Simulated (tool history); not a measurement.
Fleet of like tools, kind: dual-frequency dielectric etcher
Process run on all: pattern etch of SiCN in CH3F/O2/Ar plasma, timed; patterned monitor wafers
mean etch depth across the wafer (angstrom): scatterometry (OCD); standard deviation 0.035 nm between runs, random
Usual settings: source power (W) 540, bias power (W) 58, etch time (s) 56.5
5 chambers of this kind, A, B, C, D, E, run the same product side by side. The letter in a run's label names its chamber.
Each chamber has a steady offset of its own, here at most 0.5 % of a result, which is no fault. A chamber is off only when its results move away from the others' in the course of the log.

run   hour  source power (W)  bias power (W)  etch time (s)  hours since the last wet clean  hours since the last source power generator calibration  hours since the last bias power generator calibration  read-back reference wafer on the same gauge, depth_nm  mean etch depth across the wafer (angstrom)
 1B      7               540              58           56.5                            61.8                                                     98.3                                                 1411.5                                                   23.3                                       220.58
 2C   13.2               540              58           56.5                           127.5                                                   1436.3                                                  124.8                                                 23.293                                       220.92
 3D   17.9               540              58           56.5                           296.5                                                    954.9                                                  818.1                                                 23.294                                       221.45
      21.1  -- chamber E: bias power generator calibrated
 4A     25               540              58           56.5                             209                                                    472.8                                                  896.1                                                 23.275                                       220.52
 5E   30.8               540              58           56.5                           188.1                                                   1309.5                                                    9.8                                                 23.285                                       219.99
 6D   35.5               630              58           56.5                           314.1                                                    972.5                                                  835.7                                                 23.273                                       234.23
 7A     46               630              58           56.5                             230                                                    493.8                                                  917.1                                                 23.265                                       234.03
 8E   53.2               630              58           56.5                           210.5                                                   1331.9                                                   32.2                                                 23.275                                        233.4
 9C   61.4               630              58           56.5                           175.7                                                   1484.5                                                    173                                                 23.262                                       234.17
10B   67.5               630              58           56.5                           122.3                                                    158.8                                                   1472                                                 23.257                                       233.67
11B   77.1               540              58           56.5                           131.9                                                    168.4                                                 1481.6                                                 23.261                                       219.57
12C   84.2               540              58           56.5                           198.5                                                   1507.3                                                  195.8                                                 23.253                                       220.55
13A   93.6               540              58           56.5                           277.6                                                    541.4                                                  964.7                                                 23.247                                       221.21
14E   99.5               540              58           56.5                           256.8                                                   1378.2                                                   78.5                                                  23.24                                       220.29
15D  105.1               540              58           56.5                           383.7                                                   1042.1                                                  905.3                                                 23.238                                       220.39
     108.8  -- chamber C: source power generator calibrated
16B  113.5               540              58           56.5                           168.3                                                    204.8                                                   1518                                                 23.238                                       219.34
17C    124               540              58           56.5                           238.3                                                     15.2                                                  235.6                                                 23.228                                       219.92
18D  129.9               540              58           56.5                           408.5                                                   1066.9                                                  930.1                                                 23.223                                        220.1
     133.7  -- chamber D: wet clean of the chamber
19E  138.2               540              58           56.5                           295.5                                                   1416.9                                                  117.2                                                 23.212                                       219.09
20A  146.4               640              58           56.5                           330.4                                                    594.2                                                 1017.5                                                 23.215                                       235.49
21B  151.5               640              58           56.5                           206.3                                                    242.8                                                   1556                                                 23.199                                       234.34
22D  160.8               640              58           56.5                            27.2                                                   1097.8                                                    961                                                   23.2                                       235.21
23A  168.4               640              58           56.5                           352.4                                                    616.2                                                 1039.5                                                 23.201                                       234.35
24C  177.4               640              58           56.5                           291.7                                                     68.6                                                    289                                                 23.186                                       234.08
25E  185.7               540              58           56.5                             343                                                   1464.4                                                  164.7                                                 23.184                                       219.13
26A  193.2               540              58           56.5                           377.2                                                      641                                                 1064.3                                                 23.174                                       220.06
27C  202.7               540              58           56.5                             317                                                     93.9                                                  314.3                                                 23.177                                       219.64
28E  209.5               540              58           56.5                           366.8                                                   1488.2                                                  188.5                                                 23.167                                       218.72
29D  214.8               540              58           56.5                            81.2                                                   1151.8                                                   1015                                                 23.161                                       220.48
30B  222.5               540              58           56.5                           277.3                                                    313.8                                                   1627                                                 23.159                                       218.73
31D  228.4               540              58           56.5                            94.8                                                   1165.4                                                 1028.6                                                 23.164                                        219.8
32B  237.7               540              58           56.5                           292.5                                                      329                                                 1642.2                                                 23.161                                       218.68
33C  242.9               540              58           56.5                           357.2                                                    134.1                                                  354.5                                                 23.157                                       219.46

Does one chamber stand apart from the rest, does the shared gauge drift, or is all well apart from small per-chamber offsets? Give the chamber and the most likely cause, where there is one.

Gauge drift. The chambers move together only on paper, and none stands off.
Most likely cause: gauge reads low (%) = 0.66.

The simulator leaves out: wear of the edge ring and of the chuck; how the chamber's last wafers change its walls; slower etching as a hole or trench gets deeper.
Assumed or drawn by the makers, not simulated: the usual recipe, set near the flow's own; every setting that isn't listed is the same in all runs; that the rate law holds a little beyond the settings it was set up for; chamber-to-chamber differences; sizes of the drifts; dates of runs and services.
